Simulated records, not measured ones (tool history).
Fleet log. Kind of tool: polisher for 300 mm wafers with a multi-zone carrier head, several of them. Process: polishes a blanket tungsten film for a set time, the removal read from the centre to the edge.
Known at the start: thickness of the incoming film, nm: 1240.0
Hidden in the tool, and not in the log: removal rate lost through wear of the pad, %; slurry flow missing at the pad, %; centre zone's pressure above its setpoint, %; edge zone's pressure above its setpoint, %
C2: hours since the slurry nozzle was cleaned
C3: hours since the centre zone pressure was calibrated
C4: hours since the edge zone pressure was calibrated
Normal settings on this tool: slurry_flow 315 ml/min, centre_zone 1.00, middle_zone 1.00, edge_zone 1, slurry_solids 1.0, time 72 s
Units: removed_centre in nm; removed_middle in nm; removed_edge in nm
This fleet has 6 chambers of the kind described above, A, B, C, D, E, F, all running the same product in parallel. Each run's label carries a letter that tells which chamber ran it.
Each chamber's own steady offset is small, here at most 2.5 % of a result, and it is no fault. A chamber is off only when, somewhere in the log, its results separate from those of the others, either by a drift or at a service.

At day 0.333: chamber A: worn pad replaced by a new one.
Run 1D, day 0.379: usual settings; wafers polished on this pad 140; C2 677.3; C3 569.6; C4 890.0. Result: removed_centre 369.71 nm, removed_middle 364.76 nm, removed_edge 362.66 nm.
At day 0.467: chamber F: edge zone pressure recalibrated.
Run 2F, day 0.712: usual settings; wafers polished on this pad 743; C2 150.5; C3 182.6; C4 6.0. Result: removed_centre 358.76 nm, removed_middle 356.27 nm, removed_edge 360.55 nm.
Run 3C, day 0.908: usual settings; wafers polished on this pad 506; C2 277.3; C3 362.0; C4 267.6. Result: removed_centre 362.85 nm, removed_middle 358.43 nm, removed_edge 352.16 nm.
At day 1.029: chamber E: worn pad replaced by a new one.
Run 4E, day 1.125: usual settings; wafers polished on this pad 28; C2 173.5; C3 123.0; C4 100.6. Result: removed_centre 366.47 nm, removed_middle 366.66 nm, removed_edge 371.89 nm.
At day 1.275: chamber A: edge zone pressure recalibrated.
Run 5B, day 1.450: usual settings; wafers polished on this pad 1397; C2 302.9; C3 361.7; C4 1257.3. Result: removed_centre 369.70 nm, removed_middle 362.80 nm, removed_edge 369.30 nm.
At day 1.508: chamber C: worn pad replaced by a new one.
Run 6A, day 1.696: usual settings; wafers polished on this pad 398; C2 842.9; C3 316.1; C4 10.2. Result: removed_centre 368.45 nm, removed_middle 359.78 nm, removed_edge 356.54 nm.
At day 1.779: chamber D: edge zone pressure recalibrated.
Run 7A, day 2.067: usual settings but centre_zone 1.10; wafers polished on this pad 506; C2 851.8; C3 325.0; C4 19.1. Result: removed_centre 402.34 nm, removed_middle 363.46 nm, removed_edge 356.14 nm.
At day 2.088: chamber B: worn pad replaced by a new one.
Run 8B, day 2.371: usual settings but centre_zone 1.10; wafers polished on this pad 83; C2 325.0; C3 383.8; C4 1279.4. Result: removed_centre 403.65 nm, removed_middle 364.70 nm, removed_edge 365.36 nm.
Run 9F, day 2.625: usual settings but centre_zone 1.10; wafers polished on this pad 1302; C2 196.4; C3 228.5; C4 51.9. Result: removed_centre 401.65 nm, removed_middle 364.10 nm, removed_edge 363.27 nm.
At day 2.688: chamber F: worn pad replaced by a new one.
Run 10C, day 2.862: usual settings but centre_zone 1.10; wafers polished on this pad 396; C2 324.2; C3 408.9; C4 314.5. Result: removed_centre 406.80 nm, removed_middle 364.90 nm, removed_edge 354.59 nm.
At day 2.879: chamber E: worn pad replaced by a new one.
Run 11E, day 3.029: usual settings but centre_zone 1.10; wafers polished on this pad 44; C2 219.2; C3 168.7; C4 146.3. Result: removed_centre 400.19 nm, removed_middle 361.37 nm, removed_edge 367.37 nm.
Run 12D, day 3.229: usual settings but centre_zone 1.10; wafers polished on this pad 973; C2 745.7; C3 638.0; C4 34.8. Result: removed_centre 408.41 nm, removed_middle 368.43 nm, removed_edge 373.93 nm.
At day 3.450: chamber B: edge zone pressure recalibrated.
Run 13E, day 3.462: usual settings but slurry_flow 270 ml/min, centre_zone 0.96; wafers polished on this pad 171; C2 229.6; C3 179.1; C4 156.7. Result: removed_centre 351.24 nm, removed_middle 349.84 nm, removed_edge 365.59 nm.
At day 3.554: chamber D: slurry nozzle cleaned.
At day 3.612: chamber C: worn pad replaced by a new one.
Run 14B, day 3.775: usual settings but slurry_flow 270 ml/min, centre_zone 0.96; wafers polished on this pad 493; C2 358.7; C3 417.5; C4 7.8. Result: removed_centre 344.53 nm, removed_middle 353.62 nm, removed_edge 358.66 nm.
At day 3.996: chamber A: worn pad replaced by a new one.
Run 15A, day 4.096: usual settings but slurry_flow 270 ml/min, centre_zone 0.96; wafers polished on this pad 29; C2 900.5; C3 373.7; C4 67.8. Result: removed_centre 343.73 nm, removed_middle 349.40 nm, removed_edge 357.30 nm.
At day 4.288: chamber A: slurry nozzle cleaned.
Run 16C, day 4.329: usual settings but slurry_flow 270 ml/min, centre_zone 0.96; wafers polished on this pad 209; C2 359.4; C3 444.1; C4 349.7. Result: removed_centre 345.35 nm, removed_middle 357.28 nm, removed_edge 356.70 nm.
Run 17D, day 4.496: usual settings but slurry_flow 270 ml/min, centre_zone 0.96; wafers polished on this pad 1343; C2 22.6; C3 668.4; C4 65.2. Result: removed_centre 345.20 nm, removed_middle 356.76 nm, removed_edge 365.40 nm.
Run 18F, day 4.675: usual settings but slurry_flow 270 ml/min, centre_zone 0.96; wafers polished on this pad 581; C2 245.6; C3 277.7; C4 101.1. Result: removed_centre 341.16 nm, removed_middle 362.60 nm, removed_edge 365.32 nm.
At day 4.683: chamber E: worn pad replaced by a new one.
At day 4.942: chamber D: worn pad replaced by a new one.
Run 19B, day 5.038: usual settings; wafers polished on this pad 862; C2 389.0; C3 447.8; C4 38.1. Result: removed_centre 371.56 nm, removed_middle 364.89 nm, removed_edge 365.20 nm.
Run 20E, day 5.204: usual settings; wafers polished on this pad 152; C2 271.4; C3 220.9; C4 198.5. Result: removed_centre 370.46 nm, removed_middle 366.99 nm, removed_edge 369.74 nm.
Run 21D, day 5.404: usual settings; wafers polished on this pad 135; C2 44.4; C3 690.2; C4 87.0. Result: removed_centre 366.38 nm, removed_middle 367.96 nm, removed_edge 362.95 nm.
At day 5.725: chamber C: worn pad replaced by a new one.
Run 22F, day 5.758: usual settings; wafers polished on this pad 897; C2 271.6; C3 303.7; C4 127.1. Result: removed_centre 359.06 nm, removed_middle 365.06 nm, removed_edge 363.28 nm.
Run 23A, day 6.025: usual settings; wafers polished on this pad 593; C2 41.7; C3 420.0; C4 114.1. Result: removed_centre 362.56 nm, removed_middle 362.58 nm, removed_edge 366.39 nm.
Run 24C, day 6.329: usual settings but middle_zone 0.91, slurry_solids 0.8; wafers polished on this pad 176; C2 407.4; C3 492.1; C4 397.7. Result: removed_centre 346.75 nm, removed_middle 314.61 nm, removed_edge 341.66 nm.
At day 6.471: chamber E: worn pad replaced by a new one.
Run 25B, day 6.629: usual settings but middle_zone 0.91, slurry_solids 0.8; wafers polished on this pad 1327; C2 427.2; C3 486.0; C4 76.3. Result: removed_centre 349.37 nm, removed_middle 322.09 nm, removed_edge 339.65 nm.
Run 26E, day 6.958: usual settings but middle_zone 0.91, slurry_solids 0.8; wafers polished on this pad 143; C2 313.5; C3 263.0; C4 240.6. Result: removed_centre 349.17 nm, removed_middle 312.70 nm, removed_edge 352.88 nm.
At day 7.046: chamber F: worn pad replaced by a new one.
Run 27C, day 7.238: usual settings but middle_zone 0.91, slurry_solids 0.8; wafers polished on this pad 442; C2 429.2; C3 513.9; C4 419.5. Result: removed_centre 350.68 nm, removed_middle 320.09 nm, removed_edge 342.21 nm.
At day 7.321: chamber B: worn pad replaced by a new one.
Run 28D, day 7.471: usual settings but middle_zone 0.91, slurry_solids 0.8; wafers polished on this pad 739; C2 94.0; C3 739.8; C4 136.6. Result: removed_centre 345.03 nm, removed_middle 322.65 nm, removed_edge 341.13 nm.
At day 7.779: chamber A: worn pad replaced by a new one.
Run 29F, day 7.829: usual settings but middle_zone 0.91, slurry_solids 0.8; wafers polished on this pad 229; C2 321.3; C3 353.4; C4 176.8. Result: removed_centre 347.28 nm, removed_middle 315.74 nm, removed_edge 351.10 nm.
Run 30A, day 8.083: usual settings but slurry_solids 0.9; wafers polished on this pad 90; C2 91.1; C3 469.4; C4 163.5. Result: removed_centre 354.14 nm, removed_middle 353.95 nm, removed_edge 366.63 nm.
At day 8.112: chamber C: worn pad replaced by a new one.
Run 31A, day 8.354: usual settings but slurry_solids 0.9; wafers polished on this pad 169; C2 97.6; C3 475.9; C4 170.0. Result: removed_centre 358.17 nm, removed_middle 351.86 nm, removed_edge 352.40 nm.
At day 8.388: chamber E: worn pad replaced by a new one.
Run 32F, day 8.558: usual settings but slurry_solids 0.9; wafers polished on this pad 442; C2 338.8; C3 370.9; C4 194.3. Result: removed_centre 359.53 nm, removed_middle 357.02 nm, removed_edge 361.24 nm.
At day 8.779: chamber E: slurry nozzle cleaned.
Run 33E, day 8.904: usual settings but slurry_solids 0.9; wafers polished on this pad 151; C2 3.1; C3 309.7; C4 287.3. Result: removed_centre 362.50 nm, removed_middle 356.94 nm, removed_edge 361.58 nm.
Run 34D, day 9.175: usual settings but slurry_solids 0.9; wafers polished on this pad 1237; C2 134.9; C3 780.7; C4 177.5. Result: removed_centre 357.87 nm, removed_middle 352.97 nm, removed_edge 357.56 nm.
Run 35C, day 9.488: usual settings but slurry_solids 0.9; wafers polished on this pad 401; C2 483.2; C3 567.9; C4 473.5. Result: removed_centre 355.47 nm, removed_middle 353.47 nm, removed_edge 352.54 nm.
Run 36B, day 9.775: usual settings; wafers polished on this pad 717; C2 502.7; C3 561.5; C4 151.8. Result: removed_centre 374.17 nm, removed_middle 362.83 nm, removed_edge 371.82 nm.
Run 37A, day 9.958: usual settings; wafers polished on this pad 637; C2 136.1; C3 514.4; C4 208.5. Result: removed_centre 366.24 nm, removed_middle 354.26 nm, removed_edge 361.86 nm.
Run 38E, day 10.317: usual settings; wafers polished on this pad 564; C2 37.0; C3 343.6; C4 321.2. Result: removed_centre 365.09 nm, removed_middle 358.36 nm, removed_edge 370.52 nm.

Each of the 6 chambers runs these same settings next. Fill in every chamber's results:
Run 39A, day 10.588: usual settings. Result: removed_centre ?, removed_middle ?, removed_edge ?.
Run 39B, day 10.588: usual settings. Result: removed_centre ?, removed_middle ?, removed_edge ?.
Run 39C, day 10.588: usual settings. Result: removed_centre ?, removed_middle ?, removed_edge ?.
Run 39D, day 10.588: usual settings. Result: removed_centre ?, removed_middle ?, removed_edge ?.
Run 39E, day 10.588: usual settings. Result: removed_centre ?, removed_middle ?, removed_edge ?.
Run 39F, day 10.588: usual settings. Result: removed_centre ?, removed_middle ?, removed_edge ?.

run  removed_centre  removed_middle  removed_edge
39A          366.93          359.04        373.03
39B          369.87          365.05        365.79
39C          365.30          366.08        360.34
39D          364.80          372.81        369.59
39E          362.26          368.22        367.56
39F          365.43          365.72        363.54
